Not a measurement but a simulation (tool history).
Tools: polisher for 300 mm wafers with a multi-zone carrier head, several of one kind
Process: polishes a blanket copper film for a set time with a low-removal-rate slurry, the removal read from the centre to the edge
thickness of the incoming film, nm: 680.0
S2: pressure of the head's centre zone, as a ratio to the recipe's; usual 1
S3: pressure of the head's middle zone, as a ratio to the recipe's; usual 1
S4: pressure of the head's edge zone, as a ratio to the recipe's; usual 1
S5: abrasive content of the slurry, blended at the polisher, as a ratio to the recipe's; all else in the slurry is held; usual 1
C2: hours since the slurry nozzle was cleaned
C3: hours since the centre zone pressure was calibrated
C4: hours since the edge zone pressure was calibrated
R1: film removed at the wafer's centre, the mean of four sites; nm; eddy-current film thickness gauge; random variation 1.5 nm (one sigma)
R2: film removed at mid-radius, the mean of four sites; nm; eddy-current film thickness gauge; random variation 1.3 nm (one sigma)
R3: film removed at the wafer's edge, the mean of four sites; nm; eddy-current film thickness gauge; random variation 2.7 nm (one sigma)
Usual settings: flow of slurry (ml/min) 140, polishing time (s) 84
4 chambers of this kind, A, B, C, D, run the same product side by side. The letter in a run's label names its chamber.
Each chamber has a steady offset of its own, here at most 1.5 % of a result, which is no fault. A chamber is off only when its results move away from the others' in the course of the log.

{"hour": 1.9, "done": "chamber A: worn pad replaced by a new one"}
{"run": "1B", "hour": 12.7, "flow of slurry (ml/min)": 140, "S2": 1, "S3": 1, "S4": 1, "S5": 1, "polishing time (s)": 84, "wafers polished on this pad": 458, "C2": 187.5, "C3": 274.6, "C4": 1011.7, "R1": 189.39, "R2": 186.61, "R3": 189.68}
{"run": "2D", "hour": 22.8, "flow of slurry (ml/min)": 140, "S2": 1, "S3": 1, "S4": 1, "S5": 1, "polishing time (s)": 84, "wafers polished on this pad": 485, "C2": 448, "C3": 205.6, "C4": 244, "R1": 190.4, "R2": 187.48, "R3": 188.78}
{"run": "3C", "hour": 35.9, "flow of slurry (ml/min)": 140, "S2": 1, "S3": 1, "S4": 1, "S5": 1, "polishing time (s)": 84, "wafers polished on this pad": 1078, "C2": 204.2, "C3": 261.6, "C4": 454.3, "R1": 185.67, "R2": 188.74, "R3": 188.75}
{"run": "4A", "hour": 42.5, "flow of slurry (ml/min)": 140, "S2": 1, "S3": 1, "S4": 1, "S5": 1, "polishing time (s)": 84, "wafers polished on this pad": 554, "C2": 164, "C3": 809.9, "C4": 999.7, "R1": 185.45, "R2": 188.07, "R3": 192.63}
{"run": "5A", "hour": 51.2, "flow of slurry (ml/min)": 140, "S2": 1, "S3": 1, "S4": 1, "S5": 1, "polishing time (s)": 84, "wafers polished on this pad": 672, "C2": 172.7, "C3": 818.6, "C4": 1008.4, "R1": 187.25, "R2": 184.86, "R3": 191.01}
{"run": "6B", "hour": 62.0, "flow of slurry (ml/min)": 140, "S2": 1, "S3": 1, "S4": 1, "S5": 1, "polishing time (s)": 84, "wafers polished on this pad": 1130, "C2": 236.8, "C3": 323.9, "C4": 1061, "R1": 186.33, "R2": 186.36, "R3": 181.99}
{"hour": 65.2, "done": "chamber B: centre zone pressure recalibrated"}
{"hour": 65.5, "done": "chamber C: worn pad replaced by a new one"}
{"run": "7D", "hour": 68.5, "flow of slurry (ml/min)": 140, "S2": 1, "S3": 1, "S4": 1, "S5": 1, "polishing time (s)": 84, "wafers polished on this pad": 1108, "C2": 493.7, "C3": 251.3, "C4": 289.7, "R1": 188.56, "R2": 188.77, "R3": 191.59}
{"hour": 70.2, "done": "chamber B: worn pad replaced by a new one"}
{"run": "8C", "hour": 81.8, "flow of slurry (ml/min)": 140, "S2": 1, "S3": 1, "S4": 1, "S5": 1, "polishing time (s)": 84, "wafers polished on this pad": 223, "C2": 250.1, "C3": 307.5, "C4": 500.2, "R1": 183.91, "R2": 189.73, "R3": 187.66}
{"hour": 83.5, "done": "chamber D: worn pad replaced by a new one"}
{"run": "9C", "hour": 88.8, "flow of slurry (ml/min)": 140, "S2": 1, "S3": 1, "S4": 1, "S5": 1, "polishing time (s)": 84, "wafers polished on this pad": 318, "C2": 257.1, "C3": 314.5, "C4": 507.2, "R1": 185.48, "R2": 187.05, "R3": 188.52}
{"run": "10D", "hour": 96.6, "flow of slurry (ml/min)": 140, "S2": 1, "S3": 1, "S4": 1.04, "S5": 1, "polishing time (s)": 106, "wafers polished on this pad": 179, "C2": 521.8, "C3": 279.4, "C4": 317.8, "R1": 234.5, "R2": 239.63, "R3": 244.89}
{"hour": 107.0, "done": "chamber A: worn pad replaced by a new one"}
{"run": "11A", "hour": 108.8, "flow of slurry (ml/min)": 140, "S2": 1, "S3": 1, "S4": 1.04, "S5": 1, "polishing time (s)": 106, "wafers polished on this pad": 24, "C2": 230.3, "C3": 876.2, "C4": 1066, "R1": 232.82, "R2": 238.14, "R3": 243.35}
{"run": "12B", "hour": 117.8, "flow of slurry (ml/min)": 140, "S2": 1, "S3": 1, "S4": 1.04, "S5": 1, "polishing time (s)": 106, "wafers polished on this pad": 649, "C2": 292.6, "C3": 52.7, "C4": 1116.8, "R1": 235.9, "R2": 235.87, "R3": 244.04}
{"run": "13A", "hour": 130.6, "flow of slurry (ml/min)": 140, "S2": 1, "S3": 1, "S4": 1.04, "S5": 1, "polishing time (s)": 106, "wafers polished on this pad": 322, "C2": 252.1, "C3": 898, "C4": 1087.8, "R1": 233.13, "R2": 235.11, "R3": 243.8}
{"run": "14C", "hour": 143.2, "flow of slurry (ml/min)": 140, "S2": 1, "S3": 1, "S4": 1, "S5": 1, "polishing time (s)": 84, "wafers polished on this pad": 1060, "C2": 311.5, "C3": 368.9, "C4": 561.6, "R1": 187.48, "R2": 192.82, "R3": 187.3}
{"hour": 145.4, "done": "chamber B: worn pad replaced by a new one"}
{"run": "15D", "hour": 152.6, "flow of slurry (ml/min)": 140, "S2": 1, "S3": 1, "S4": 1, "S5": 1, "polishing time (s)": 84, "wafers polished on this pad": 942, "C2": 577.8, "C3": 335.4, "C4": 373.8, "R1": 186.45, "R2": 187.32, "R3": 186.37}
{"run": "16B", "hour": 163.0, "flow of slurry (ml/min)": 140, "S2": 1, "S3": 1, "S4": 1, "S5": 1, "polishing time (s)": 84, "wafers polished on this pad": 240, "C2": 337.8, "C3": 97.9, "C4": 1162, "R1": 188.48, "R2": 186.79, "R3": 191.72}
{"hour": 169.5, "done": "chamber C: slurry nozzle cleaned"}
{"run": "17C", "hour": 176.7, "flow of slurry (ml/min)": 140, "S2": 1, "S3": 1, "S4": 1, "S5": 1, "polishing time (s)": 84, "wafers polished on this pad": 1517, "C2": 7.2, "C3": 402.4, "C4": 595.1, "R1": 186.21, "R2": 189.68, "R3": 183.45}
{"hour": 179.7, "done": "chamber D: worn pad replaced by a new one"}
{"hour": 180.1, "done": "chamber C: worn pad replaced by a new one"}
{"run": "18A", "hour": 189.4, "flow of slurry (ml/min)": 140, "S2": 1.06, "S3": 1, "S4": 1, "S5": 0.8, "polishing time (s)": 84, "wafers polished on this pad": 1123, "C2": 310.9, "C3": 956.8, "C4": 1146.6, "R1": 190.67, "R2": 177.52, "R3": 185.82}
{"run": "19B", "hour": 199.5, "flow of slurry (ml/min)": 140, "S2": 1.06, "S3": 1, "S4": 1, "S5": 0.8, "polishing time (s)": 84, "wafers polished on this pad": 738, "C2": 374.3, "C3": 134.4, "C4": 1198.5, "R1": 183.66, "R2": 176.59, "R3": 175.14}
{"hour": 211.4, "done": "chamber A: worn pad replaced by a new one"}
{"run": "20D", "hour": 212.7, "flow of slurry (ml/min)": 140, "S2": 1.06, "S3": 1, "S4": 1, "S5": 0.8, "polishing time (s)": 84, "wafers polished on this pad": 450, "C2": 637.9, "C3": 395.5, "C4": 433.9, "R1": 192.46, "R2": 177.93, "R3": 177.96}
{"run": "21B", "hour": 220.0, "flow of slurry (ml/min)": 140, "S2": 1.06, "S3": 1, "S4": 1, "S5": 0.8, "polishing time (s)": 84, "wafers polished on this pad": 1018, "C2": 394.8, "C3": 154.9, "C4": 1219, "R1": 183.79, "R2": 174.9, "R3": 177.82}
{"run": "22D", "hour": 230.9, "flow of slurry (ml/min)": 90, "S2": 1, "S3": 1, "S4": 0.9, "S5": 1, "polishing time (s)": 84, "wafers polished on this pad": 698, "C2": 656.1, "C3": 413.7, "C4": 452.1, "R1": 163.81, "R2": 167.76, "R3": 165.78}
{"hour": 242.0, "done": "chamber B: worn pad replaced by a new one"}
{"run": "23A", "hour": 243.5, "flow of slurry (ml/min)": 90, "S2": 1, "S3": 1, "S4": 0.9, "S5": 1, "polishing time (s)": 84, "wafers polished on this pad": 437, "C2": 365, "C3": 1010.9, "C4": 1200.7, "R1": 161.47, "R2": 166.63, "R3": 166.62}
{"run": "24C", "hour": 257.5, "flow of slurry (ml/min)": 90, "S2": 1, "S3": 1, "S4": 0.9, "S5": 1, "polishing time (s)": 84, "wafers polished on this pad": 1055, "C2": 88, "C3": 483.2, "C4": 675.9, "R1": 164.26, "R2": 169.6, "R3": 166.56}
{"run": "25C", "hour": 266.1, "flow of slurry (ml/min)": 90, "S2": 1, "S3": 1, "S4": 0.9, "S5": 1, "polishing time (s)": 84, "wafers polished on this pad": 1172, "C2": 96.6, "C3": 491.8, "C4": 684.5, "R1": 163.23, "R2": 167.94, "R3": 164.73}
{"hour": 276.9, "done": "chamber C: worn pad replaced by a new one"}
{"hour": 277.8, "done": "chamber D: worn pad replaced by a new one"}
{"run": "26D", "hour": 277.8, "flow of slurry (ml/min)": 140, "S2": 1, "S3": 1, "S4": 1, "S5": 1, "polishing time (s)": 84, "wafers polished on this pad": 0, "C2": 703, "C3": 460.6, "C4": 499, "R1": 190.26, "R2": 187.46, "R3": 188.96}
{"run": "27A", "hour": 292.2, "flow of slurry (ml/min)": 140, "S2": 1, "S3": 1, "S4": 1, "S5": 1, "polishing time (s)": 84, "wafers polished on this pad": 1101, "C2": 413.7, "C3": 1059.6, "C4": 1249.4, "R1": 187.06, "R2": 189.21, "R3": 189.56}
{"hour": 295.7, "done": "chamber A: worn pad replaced by a new one"}
{"run": "28B", "hour": 299.1, "flow of slurry (ml/min)": 140, "S2": 1, "S3": 0.92, "S4": 1, "S5": 1, "polishing time (s)": 84, "wafers polished on this pad": 778, "C2": 473.9, "C3": 234, "C4": 1298.1, "R1": 178.73, "R2": 165.95, "R3": 182.63}
{"run": "29C", "hour": 306.5, "flow of slurry (ml/min)": 140, "S2": 1, "S3": 0.92, "S4": 1, "S5": 1, "polishing time (s)": 84, "wafers polished on this pad": 404, "C2": 137, "C3": 532.2, "C4": 724.9, "R1": 187.64, "R2": 176.15, "R3": 186.55}
{"run": "30B", "hour": 320.1, "flow of slurry (ml/min)": 140, "S2": 1, "S3": 0.92, "S4": 1, "S5": 1, "polishing time (s)": 84, "wafers polished on this pad": 1064, "C2": 494.9, "C3": 255, "C4": 1319.1, "R1": 176.21, "R2": 167.45, "R3": 181.43}
{"run": "31D", "hour": 332.2, "flow of slurry (ml/min)": 140, "S2": 1, "S3": 0.92, "S4": 1, "S5": 1, "polishing time (s)": 84, "wafers polished on this pad": 742, "C2": 757.4, "C3": 515, "C4": 553.4, "R1": 185.54, "R2": 174.41, "R3": 189.11}
{"hour": 337.0, "done": "chamber B: worn pad replaced by a new one"}
{"run": "32A", "hour": 345.8, "flow of slurry (ml/min)": 140, "S2": 1, "S3": 1, "S4": 1, "S5": 1, "polishing time (s)": 84, "wafers polished on this pad": 683, "C2": 467.3, "C3": 1113.2, "C4": 1303, "R1": 185.29, "R2": 186.95, "R3": 186.53}
{"run": "33A", "hour": 354.2, "flow of slurry (ml/min)": 140, "S2": 1, "S3": 1, "S4": 1, "S5": 1, "polishing time (s)": 84, "wafers polished on this pad": 797, "C2": 475.7, "C3": 1121.6, "C4": 1311.4, "R1": 182.26, "R2": 185.86, "R3": 184.2}
{"run": "34D", "hour": 368.2, "flow of slurry (ml/min)": 140, "S2": 1, "S3": 1, "S4": 1, "S5": 1, "polishing time (s)": 84, "wafers polished on this pad": 1233, "C2": 793.4, "C3": 551, "C4": 589.4, "R1": 187.53, "R2": 189.87, "R3": 186.37}
{"hour": 370.0, "done": "chamber C: worn pad replaced by a new one"}
{"hour": 375.3, "done": "chamber D: worn pad replaced by a new one"}
{"run": "35B", "hour": 376.6, "flow of slurry (ml/min)": 140, "S2": 1, "S3": 1, "S4": 0.95, "S5": 1, "polishing time (s)": 84, "wafers polished on this pad": 540, "C2": 551.4, "C3": 311.5, "C4": 1375.6, "R1": 172.28, "R2": 173.73, "R3": 176.84}
{"hour": 378.3, "done": "chamber A: slurry nozzle cleaned"}
{"hour": 384.2, "done": "chamber A: edge zone pressure recalibrated"}
{"run": "36C", "hour": 384.5, "flow of slurry (ml/min)": 140, "S2": 1, "S3": 1, "S4": 0.95, "S5": 1, "polishing time (s)": 84, "wafers polished on this pad": 198, "C2": 215, "C3": 610.2, "C4": 802.9, "R1": 186.05, "R2": 189.79, "R3": 181.89}
{"hour": 388.9, "done": "chamber A: worn pad replaced by a new one"}
{"run": "37C", "hour": 393.4, "flow of slurry (ml/min)": 140, "S2": 1, "S3": 1, "S4": 0.95, "S5": 1, "polishing time (s)": 84, "wafers polished on this pad": 320, "C2": 223.9, "C3": 619.1, "C4": 811.8, "R1": 185.64, "R2": 191.21, "R3": 185.62}
{"run": "38B", "hour": 407.5, "flow of slurry (ml/min)": 140, "S2": 1, "S3": 1, "S4": 0.95, "S5": 1, "polishing time (s)": 84, "wafers polished on this pad": 961, "C2": 582.3, "C3": 342.4, "C4": 1406.5, "R1": 172.02, "R2": 174.57, "R3": 171.89}
{"run": "39A", "hour": 416.9, "flow of slurry (ml/min)": 140, "S2": 1, "S3": 1, "S4": 1, "S5": 1, "polishing time (s)": 84, "wafers polished on this pad": 382, "C2": 38.7, "C3": 1184.3, "C4": 32.7, "R1": 183.12, "R2": 186.38, "R3": 189.6}
{"run": "40D", "hour": 429.1, "flow of slurry (ml/min)": 140, "S2": 1.09, "S3": 1, "S4": 1.1, "S5": 1, "polishing time (s)": 84, "wafers polished on this pad": 734, "C2": 854.3, "C3": 611.9, "C4": 650.3, "R1": 205.7, "R2": 189.23, "R3": 201.41}

Is one chamber off against the others, does the gauge drift, or is nothing wrong? If a chamber is off, say which, and what the likeliest cause is.

Chamber B drifts away from the others.
Cause: slurry flow missing at the pad, % = 31.3.

Here are 4 candidates for chamber B's next run, each the usual settings with a change, their results left as question marks. Which one brings its results back in line with what the others give on the usual settings?
In line means no further than this from the other chambers' mean on the usual settings: R1 5.4 nm; R2 4.4 nm; R3 9.5 nm
{"run": "41B-1", "hour": 439.6, "flow of slurry (ml/min)": 135, "S2": 0.98, "S3": 0.98, "S4": 1.01, "S5": 1, "polishing time (s)": 79, "R1": "?", "R2": "?", "R3": "?"}
{"run": "41B-2", "hour": 439.6, "flow of slurry (ml/min)": 125, "S2": 0.97, "S3": 0.97, "S4": 1.03, "S5": 1, "polishing time (s)": 75, "R1": "?", "R2": "?", "R3": "?"}
{"run": "41B-3", "hour": 439.6, "flow of slurry (ml/min)": 145, "S2": 1.02, "S3": 1.02, "S4": 0.99, "S5": 1, "polishing time (s)": 89, "R1": "?", "R2": "?", "R3": "?"}
{"run": "41B-4", "hour": 439.6, "flow of slurry (ml/min)": 155, "S2": 1.04, "S3": 1.04, "S4": 0.97, "S5": 1, "polishing time (s)": 95, "R1": "?", "R2": "?", "R3": "?"}

The other chambers' mean on the usual settings: R1 186.32 nm; R2 188.37 nm; R3 188.67 nm
run=41B-1 R1=153.55 R2=157.61 R3=166.31
run=41B-2 R1=140.25 R2=144.79 R3=157.12
run=41B-3 R1=185.1 R2=188.05 R3=187.83
run=41B-4 R1=206.05 R2=208.05 R3=200.71
41B-3 brings the chamber back in line.
